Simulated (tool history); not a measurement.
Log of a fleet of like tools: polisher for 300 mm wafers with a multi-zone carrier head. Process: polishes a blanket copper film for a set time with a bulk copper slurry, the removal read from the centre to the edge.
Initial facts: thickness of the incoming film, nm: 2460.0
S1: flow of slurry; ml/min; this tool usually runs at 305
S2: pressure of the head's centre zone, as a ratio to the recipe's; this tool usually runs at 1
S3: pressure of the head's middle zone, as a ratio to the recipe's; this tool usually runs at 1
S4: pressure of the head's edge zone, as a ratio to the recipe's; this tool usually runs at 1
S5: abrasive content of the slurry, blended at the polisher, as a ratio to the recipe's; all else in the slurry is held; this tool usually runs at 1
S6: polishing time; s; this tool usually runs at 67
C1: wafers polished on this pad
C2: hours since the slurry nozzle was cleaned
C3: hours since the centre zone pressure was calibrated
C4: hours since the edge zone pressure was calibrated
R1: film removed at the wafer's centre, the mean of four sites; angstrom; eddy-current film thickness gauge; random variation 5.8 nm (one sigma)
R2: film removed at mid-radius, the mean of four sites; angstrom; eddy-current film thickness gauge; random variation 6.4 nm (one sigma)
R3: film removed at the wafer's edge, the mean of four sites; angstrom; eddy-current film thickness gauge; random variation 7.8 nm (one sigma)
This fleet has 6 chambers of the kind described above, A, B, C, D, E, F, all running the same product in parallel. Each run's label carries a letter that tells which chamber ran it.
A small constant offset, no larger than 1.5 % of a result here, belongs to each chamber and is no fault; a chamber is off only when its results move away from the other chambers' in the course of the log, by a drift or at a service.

run   hour   S1    S2    S3  S4  S5  S6    C1     C2     C3      C4      R1      R2      R3
       3.4  -- chamber A: worn pad replaced by a new one
 1B    4.8  305     1     1   1   1  67   985    517  733.2   293.7    6407  6307.9  6446.7
       7.2  -- chamber E: centre zone pressure recalibrated
       8.4  -- chamber C: centre zone pressure recalibrated
 2A   12.4  305     1     1   1   1  67    90    397  234.2  1007.9  6416.2  6352.2  6445.9
      19.4  -- chamber B: worn pad replaced by a new one
 3E     20  305     1     1   1   1  67   301    174   12.8   299.1  6392.8  6467.6  6343.4
 4F   30.2  305     1     1   1   1  67   489  181.3  258.1   118.8  6427.2    6295  6401.5
      33.7  -- chamber C: worn pad replaced by a new one
      37.7  -- chamber D: worn pad replaced by a new one
 5D   40.4  305     1  1.06   1   1  82    27    559   61.2   699.3  7795.9  8250.5  7929.6
      41.2  -- chamber F: worn pad replaced by a new one
      46.6  -- chamber C: slurry nozzle cleaned
 6C     48  305     1  1.06   1   1  82   143    1.5   39.6   309.3  7926.3  8395.5  7718.4
 7B   54.9  305     1  1.06   1   1  82   355  567.1  783.3   343.8  7914.9  8173.9  7767.9
      57.9  -- chamber E: worn pad replaced by a new one
 8A   60.8  305     1  1.06   1   1  82   575  445.4  282.6  1056.3    7926    8234  7795.7
      66.7  -- chamber D: slurry nozzle cleaned
 9F   66.9  305     1  1.06   1   1  82   258    218  294.8   155.5  7807.8  8147.3    7738
      69.4  -- chamber E: slurry nozzle cleaned
10E   74.7  305     1  1.06   1   1  82   168    5.3   67.5   353.8  7982.6  8429.5  8009.4
11D   79.8  305   0.9     1   1   1  67   421   13.1  100.6   738.7  5734.8  6455.4  6318.3
12C   87.1  305   0.9     1   1   1  67   535   40.6   78.7   348.4  5578.4  6305.6  6395.1
      92.1  -- chamber C: worn pad replaced by a new one
13E   97.1  305   0.9     1   1   1  67   393   27.7   89.9   376.2  5767.1  6446.3  6398.9
     101.4  -- chamber F: worn pad replaced by a new one
14B  103.4  305   0.9     1   1   1  67   841  615.6  831.8   392.3  5804.3  6374.5  6467.3
     108.2  -- chamber A: worn pad replaced by a new one
15F    112  305   0.9     1   1   1  67   106  263.1  339.9   200.6  5612.1  6425.9  6486.5
16A  120.6  305   0.9     1   1   1  67   124  505.2  342.4  1116.1  5747.3  6505.2  6499.8
     122.6  -- chamber D: worn pad replaced by a new one
17C  128.5  305     1     1   1   1  67   364     82  120.1   389.8  6422.4    6560  6281.4
18D  138.4  305     1     1   1   1  79   158   71.7  159.2   797.3  7556.3  7443.8  7554.2
     143.4  -- chamber B: worn pad replaced by a new one
19A  143.7  305     1     1   1   1  79   355  528.3  365.5  1139.2    7697  7607.9  7546.2
     145.8  -- chamber E: worn pad replaced by a new one
     147.9  -- chamber C: worn pad replaced by a new one
20D    149  305     1     1   1   1  79   264   82.3  169.8   807.9    7586  7517.9  7462.4
21E  155.7  305     1     1   1   1  79    99   86.3  148.5   434.8  7578.9  7536.4  7509.2
     160.4  -- chamber F: worn pad replaced by a new one
22B  164.3  305     1     1   1   1  79   209  676.5  892.7   453.2  7549.4  7628.9  7532.9
23C  173.2  305     1     1   1   1  79   253  126.7  164.8   434.5  7461.4  7663.9  7386.5
24F  184.2  305     1     1   1   1  67   238  335.3  412.1   272.8  6060.6  6315.8  6396.7
25A  190.4  305     1     1   1   1  67   823    575  412.2  1185.9  6426.8  6517.6  6413.3
     196.6  -- chamber A: worn pad replaced by a new one
26C  199.6  305     1     1   1   1  67   517  153.1  191.2   460.9  6282.3  6356.7  6303.7
     200.9  -- chamber C: worn pad replaced by a new one
     209.6  -- chamber B: slurry nozzle cleaned
27F  209.7  305     1     1   1   1  67   494  360.8  437.6   298.3  6015.4  6339.3  6363.5
28D  218.7  305     1     1   1   1  67   962    152  239.5   877.6  6440.7  6381.1  6448.9
     219.3  -- chamber D: worn pad replaced by a new one
     220.3  -- chamber E: worn pad replaced by a new one
     220.9  -- chamber F: worn pad replaced by a new one
29B  224.9  305     1     1   1   1  67   816   15.4  953.3   513.8  6376.1  6280.2  6473.6
30E  229.8  305     1     1   1   1  67    95  160.4  222.6   508.9  6359.7  6492.6  6361.8
31F  237.4  305     1     1   1   1  67   165  388.5  465.3     326  6038.3  6355.3  6440.1
32C  247.4  305     1     1   1   1  67   465  200.9    239   508.7  6376.9  6406.5  6383.5
     250.7  -- chamber E: slurry nozzle cleaned
     251.4  -- chamber A: slurry nozzle cleaned
33B  254.4  305     1     1   1   1  67  1111   44.9  982.8   543.3  6384.6  6350.6  6457.2
34A  264.2  305     1     1   1   1  67   677   12.9    486  1259.7  6482.6  6437.7  6404.3
35D  271.3  305     1     1   1   1  67   521  204.6  292.1   930.2  6397.9    6505  6348.7
36E  277.9  380  0.92     1   1   1  67   576   27.3  270.7     557  6011.6  6550.4  6663.6

Has any chamber moved away from the others, gradually or after a service, or does the common gauge drift, or do the chambers differ only by their own small steady offsets? State the chamber and the most likely cause if one applies.

Little by little, chamber F moves away from the other chambers.
Likeliest cause: centre zone's pressure below its setpoint, % = 8.03.

Here are 4 candidates for chamber F's next run, each the usual settings with a change, their results left as question marks. Which one brings its results back in line with what the others give on the usual settings?
A result is in line if it is within this distance of the other chambers' mean on the usual settings: R1 200 angstrom; R2 230 angstrom; R3 270 angstrom
37F-1  285.8  300  0.94   1  1.03   1  66                   ?   ?   ?
37F-2  285.8  315  1.13   1  0.94   1  69                   ?   ?   ?
37F-3  285.8  295  0.87   1  1.06   1  66                   ?   ?   ?
37F-4  285.8  310  1.06   1  0.97   1  68                   ?   ?   ?

On the usual settings, the other chambers give on average: R1 6412.1 angstrom; R2 6420.7 angstrom; R3 6401.6 angstrom
  run      R1      R2      R3
37F-1  5383.4  6224.3  6389.8
37F-2  6924.7  6531.5  6386.9
37F-3  4929.9  6216.2  6482.1
37F-4  6353.6  6429.4  6391.2
The right change is 37F-4: it brings the chamber back within the allowed miss of the others.
